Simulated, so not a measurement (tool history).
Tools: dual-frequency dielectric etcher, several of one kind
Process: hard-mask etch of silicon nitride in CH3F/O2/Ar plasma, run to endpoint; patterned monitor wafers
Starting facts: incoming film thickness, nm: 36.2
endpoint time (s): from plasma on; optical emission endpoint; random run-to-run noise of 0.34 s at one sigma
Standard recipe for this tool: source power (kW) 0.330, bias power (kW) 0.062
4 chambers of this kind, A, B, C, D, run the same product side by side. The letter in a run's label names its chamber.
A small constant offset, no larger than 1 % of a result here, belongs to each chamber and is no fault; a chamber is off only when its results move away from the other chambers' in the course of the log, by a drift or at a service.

run 1B hour=10.1 | source_power_(kW)=0.330 bias_power_(kW)=0.062 | endpoint_time_(s)=58.191
run 2A hour=19.6 | source_power_(kW)=0.330 bias_power_(kW)=0.062 | endpoint_time_(s)=59.345
run 3C hour=33.6 | source_power_(kW)=0.330 bias_power_(kW)=0.062 | endpoint_time_(s)=58.898
run 4D hour=40.4 | source_power_(kW)=0.330 bias_power_(kW)=0.062 | endpoint_time_(s)=59.799
run 5A hour=55.3 | source_power_(kW)=0.330 bias_power_(kW)=0.062 | endpoint_time_(s)=59.568
run 6B hour=68.5 | source_power_(kW)=0.330 bias_power_(kW)=0.062 | endpoint_time_(s)=58.637
run 7C hour=75.6 | source_power_(kW)=0.330 bias_power_(kW)=0.062 | endpoint_time_(s)=59.395
run 8D hour=86.8 | source_power_(kW)=0.330 bias_power_(kW)=0.062 | endpoint_time_(s)=59.707
run 9B hour=102.4 | source_power_(kW)=0.330 bias_power_(kW)=0.062 | endpoint_time_(s)=59.113
run 10C hour=117.9 | source_power_(kW)=0.330 bias_power_(kW)=0.062 | endpoint_time_(s)=59.450
run 11D hour=125.0 | source_power_(kW)=0.330 bias_power_(kW)=0.062 | endpoint_time_(s)=59.473
run 12A hour=133.0 | source_power_(kW)=0.330 bias_power_(kW)=0.062 | endpoint_time_(s)=59.684
run 13A hour=145.8 | source_power_(kW)=0.330 bias_power_(kW)=0.062 | endpoint_time_(s)=59.617
run 14B hour=158.4 | source_power_(kW)=0.330 bias_power_(kW)=0.062 | endpoint_time_(s)=58.961
run 15C hour=169.6 | source_power_(kW)=0.330 bias_power_(kW)=0.062 | endpoint_time_(s)=59.057
run 16D hour=177.8 | source_power_(kW)=0.330 bias_power_(kW)=0.062 | endpoint_time_(s)=59.001
-- hour=182.4 chamber A: wet clean of the chamber
run 17D hour=190.9 | source_power_(kW)=0.330 bias_power_(kW)=0.062 | endpoint_time_(s)=59.059
-- hour=198.9 chamber C: wet clean of the chamber
run 18A hour=201.2 | source_power_(kW)=0.280 bias_power_(kW)=0.062 | endpoint_time_(s)=63.559
run 19B hour=214.0 | source_power_(kW)=0.280 bias_power_(kW)=0.062 | endpoint_time_(s)=62.499
-- hour=224.8 chamber B: wet clean of the chamber
run 20C hour=227.8 | source_power_(kW)=0.280 bias_power_(kW)=0.062 | endpoint_time_(s)=62.274
run 21D hour=240.3 | source_power_(kW)=0.280 bias_power_(kW)=0.062 | endpoint_time_(s)=64.235
run 22B hour=251.3 | source_power_(kW)=0.330 bias_power_(kW)=0.062 | endpoint_time_(s)=59.077
-- hour=256.3 chamber D: wet clean of the chamber
run 23C hour=259.4 | source_power_(kW)=0.330 bias_power_(kW)=0.062 | endpoint_time_(s)=59.166
run 24A hour=273.5 | source_power_(kW)=0.330 bias_power_(kW)=0.062 | endpoint_time_(s)=59.264
run 25A hour=284.3 | source_power_(kW)=0.330 bias_power_(kW)=0.062 | endpoint_time_(s)=58.969
run 26D hour=292.3 | source_power_(kW)=0.330 bias_power_(kW)=0.062 | endpoint_time_(s)=59.355
run 27C hour=306.6 | source_power_(kW)=0.330 bias_power_(kW)=0.062 | endpoint_time_(s)=59.402
run 28B hour=322.5 | source_power_(kW)=0.330 bias_power_(kW)=0.062 | endpoint_time_(s)=58.100
run 29C hour=333.5 | source_power_(kW)=0.330 bias_power_(kW)=0.062 | endpoint_time_(s)=58.891
run 30A hour=343.9 | source_power_(kW)=0.330 bias_power_(kW)=0.062 | endpoint_time_(s)=59.926
run 31B hour=359.5 | source_power_(kW)=0.330 bias_power_(kW)=0.062 | endpoint_time_(s)=58.921
run 32D hour=375.3 | source_power_(kW)=0.330 bias_power_(kW)=0.062 | endpoint_time_(s)=59.869
run 33D hour=388.1 | source_power_(kW)=0.330 bias_power_(kW)=0.062 | endpoint_time_(s)=59.753
run 34B hour=398.0 | source_power_(kW)=0.330 bias_power_(kW)=0.062 | endpoint_time_(s)=58.761
run 35C hour=413.8 | source_power_(kW)=0.330 bias_power_(kW)=0.062 | endpoint_time_(s)=59.472
run 36A hour=422.1 | source_power_(kW)=0.330 bias_power_(kW)=0.062 | endpoint_time_(s)=59.812
run 37C hour=437.0 | source_power_(kW)=0.330 bias_power_(kW)=0.062 | endpoint_time_(s)=58.549
run 38B hour=445.4 | source_power_(kW)=0.330 bias_power_(kW)=0.062 | endpoint_time_(s)=58.623
run 39D hour=458.5 | source_power_(kW)=0.330 bias_power_(kW)=0.062 | endpoint_time_(s)=59.660
run 40A hour=473.1 | source_power_(kW)=0.330 bias_power_(kW)=0.062 | endpoint_time_(s)=59.221
run 41A hour=483.3 | source_power_(kW)=0.330 bias_power_(kW)=0.062 | endpoint_time_(s)=59.934
run 42C hour=498.8 | source_power_(kW)=0.330 bias_power_(kW)=0.062 | endpoint_time_(s)=59.388

Each of the 4 chambers runs these same settings next. Fill in every chamber's results:
run 43A hour=510.1 | source_power_(kW)=0.330 bias_power_(kW)=0.062 | endpoint_time_(s)=?
run 43B hour=510.1 | source_power_(kW)=0.330 bias_power_(kW)=0.062 | endpoint_time_(s)=?
run 43C hour=510.1 | source_power_(kW)=0.330 bias_power_(kW)=0.062 | endpoint_time_(s)=?
run 43D hour=510.1 | source_power_(kW)=0.330 bias_power_(kW)=0.062 | endpoint_time_(s)=?

run=43A endpoint_time_(s)=59.537
run=43B endpoint_time_(s)=58.200
run=43C endpoint_time_(s)=59.393
run=43D endpoint_time_(s)=59.947

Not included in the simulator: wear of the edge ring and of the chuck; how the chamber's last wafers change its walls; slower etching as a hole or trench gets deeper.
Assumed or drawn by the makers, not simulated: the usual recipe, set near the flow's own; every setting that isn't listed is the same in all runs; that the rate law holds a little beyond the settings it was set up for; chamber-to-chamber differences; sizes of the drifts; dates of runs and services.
